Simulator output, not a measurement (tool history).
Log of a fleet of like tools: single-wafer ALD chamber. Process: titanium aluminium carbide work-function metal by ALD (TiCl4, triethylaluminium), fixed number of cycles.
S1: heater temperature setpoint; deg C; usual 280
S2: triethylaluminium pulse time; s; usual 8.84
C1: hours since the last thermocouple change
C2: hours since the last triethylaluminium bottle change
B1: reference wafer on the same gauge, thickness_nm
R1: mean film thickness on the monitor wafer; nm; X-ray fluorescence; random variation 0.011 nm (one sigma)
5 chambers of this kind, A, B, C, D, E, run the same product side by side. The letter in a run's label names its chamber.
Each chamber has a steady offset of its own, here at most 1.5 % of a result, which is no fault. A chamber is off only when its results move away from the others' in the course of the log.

run 1A hour=3.9 | S1=280 S2=8.84 | C1=615.4 C2=1382.6 | B1=1.7991 | R1=1.8071
run 2E hour=7.8 | S1=280 S2=8.84 | C1=1416.7 C2=677.7 | B1=1.7997 | R1=1.8123
run 3D hour=11.2 | S1=280 S2=8.84 | C1=828.9 C2=1020.0 | B1=1.8018 | R1=1.8123
run 4C hour=18.6 | S1=280 S2=8.84 | C1=1583.8 C2=432.4 | B1=1.8002 | R1=1.8100
run 5B hour=24.4 | S1=280 S2=8.84 | C1=868.3 C2=543.2 | B1=1.7975 | R1=1.8044
run 6B hour=29.0 | S1=280 S2=8.84 | C1=872.9 C2=547.8 | B1=1.8024 | R1=1.8198
run 7E hour=33.7 | S1=280 S2=8.84 | C1=1442.6 C2=703.6 | B1=1.8001 | R1=1.8193
run 8A hour=40.4 | S1=280 S2=8.84 | C1=651.9 C2=1419.1 | B1=1.8016 | R1=1.7901
-- hour=44.2 chamber D: triethylaluminium bottle replaced
run 9C hour=45.8 | S1=280 S2=8.84 | C1=1611.0 C2=459.6 | B1=1.8018 | R1=1.7846
run 10D hour=52.2 | S1=280 S2=8.84 | C1=869.9 C2=8.1 | B1=1.8025 | R1=1.7985
-- hour=57.6 chamber E: thermocouple changed; heater temperature recalibrated
run 11B hour=58.1 | S1=280 S2=8.84 | C1=902.0 C2=576.9 | B1=1.7971 | R1=1.7759
run 12D hour=61.7 | S1=280 S2=8.84 | C1=879.4 C2=17.6 | B1=1.7995 | R1=1.8055
run 13A hour=69.3 | S1=280 S2=8.84 | C1=680.8 C2=1448.0 | B1=1.8002 | R1=1.8179
run 14E hour=76.6 | S1=280 S2=6.65 | C1=19.0 C2=746.5 | B1=1.7989 | R1=1.7196
run 15C hour=82.8 | S1=280 S2=6.65 | C1=1648.0 C2=496.6 | B1=1.7987 | R1=1.6684
run 16C hour=89.7 | S1=280 S2=6.65 | C1=1654.9 C2=503.5 | B1=1.7979 | R1=1.6460
run 17B hour=97.4 | S1=280 S2=6.65 | C1=941.3 C2=616.2 | B1=1.7971 | R1=1.7061
run 18A hour=103.2 | S1=280 S2=6.65 | C1=714.7 C2=1481.9 | B1=1.8017 | R1=1.6963
run 19E hour=109.7 | S1=280 S2=8.84 | C1=52.1 C2=779.6 | B1=1.8010 | R1=1.8080
run 20D hour=114.2 | S1=280 S2=8.84 | C1=931.9 C2=70.1 | B1=1.8013 | R1=1.8181
run 21A hour=119.1 | S1=280 S2=8.84 | C1=730.6 C2=1497.8 | B1=1.7999 | R1=1.8167
run 22B hour=122.8 | S1=280 S2=8.84 | C1=966.7 C2=641.6 | B1=1.8019 | R1=1.7869
run 23E hour=130.5 | S1=280 S2=8.84 | C1=72.9 C2=800.4 | B1=1.7974 | R1=1.8214
run 24D hour=136.8 | S1=280 S2=8.84 | C1=954.5 C2=92.7 | B1=1.7973 | R1=1.8118
run 25C hour=144.4 | S1=280 S2=8.84 | C1=1709.6 C2=558.2 | B1=1.8013 | R1=1.7138
run 26C hour=151.0 | S1=280 S2=8.84 | C1=1716.2 C2=564.8 | B1=1.8016 | R1=1.7033
run 27B hour=159.0 | S1=280 S2=8.84 | C1=1002.9 C2=677.8 | B1=1.7999 | R1=1.7950
run 28D hour=166.1 | S1=280 S2=8.84 | C1=983.8 C2=122.0 | B1=1.8020 | R1=1.8200
run 29E hour=172.4 | S1=280 S2=8.84 | C1=114.8 C2=842.3 | B1=1.8009 | R1=1.8019
run 30A hour=176.7 | S1=280 S2=8.84 | C1=788.2 C2=1555.4 | B1=1.8020 | R1=1.8094

What goes on in this fleet: one chamber off, a drifting gauge, or nothing beyond the chambers' own small offsets? Name the chamber and the cause, if any.

Chamber C drifts away from the others.
Cause: triethylaluminium dose below that of a fresh bottle (%) = 29.8.

Here are 4 candidates for chamber C's next run, each the usual settings with a change, their results left as question marks. Which one brings its results back in line with what the others give on the usual settings?
In line means no further than this from the other chambers' mean on the usual settings: R1 0.0370 nm
run 31C-1 hour=182.4 | S1=285 S2=10.80 | R1=?
run 31C-2 hour=182.4 | S1=280 S2=8.01 | R1=?
run 31C-3 hour=182.4 | S1=280 S2=6.84 | R1=?
run 31C-4 hour=182.4 | S1=282 S2=9.43 | R1=?

The other chambers' mean on the usual settings: R1 1.8060 nm
run=31C-1 R1=1.7966
run=31C-2 R1=1.6284
run=31C-3 R1=1.5447
run=31C-4 R1=1.7193
31C-1 brings the chamber back in line.

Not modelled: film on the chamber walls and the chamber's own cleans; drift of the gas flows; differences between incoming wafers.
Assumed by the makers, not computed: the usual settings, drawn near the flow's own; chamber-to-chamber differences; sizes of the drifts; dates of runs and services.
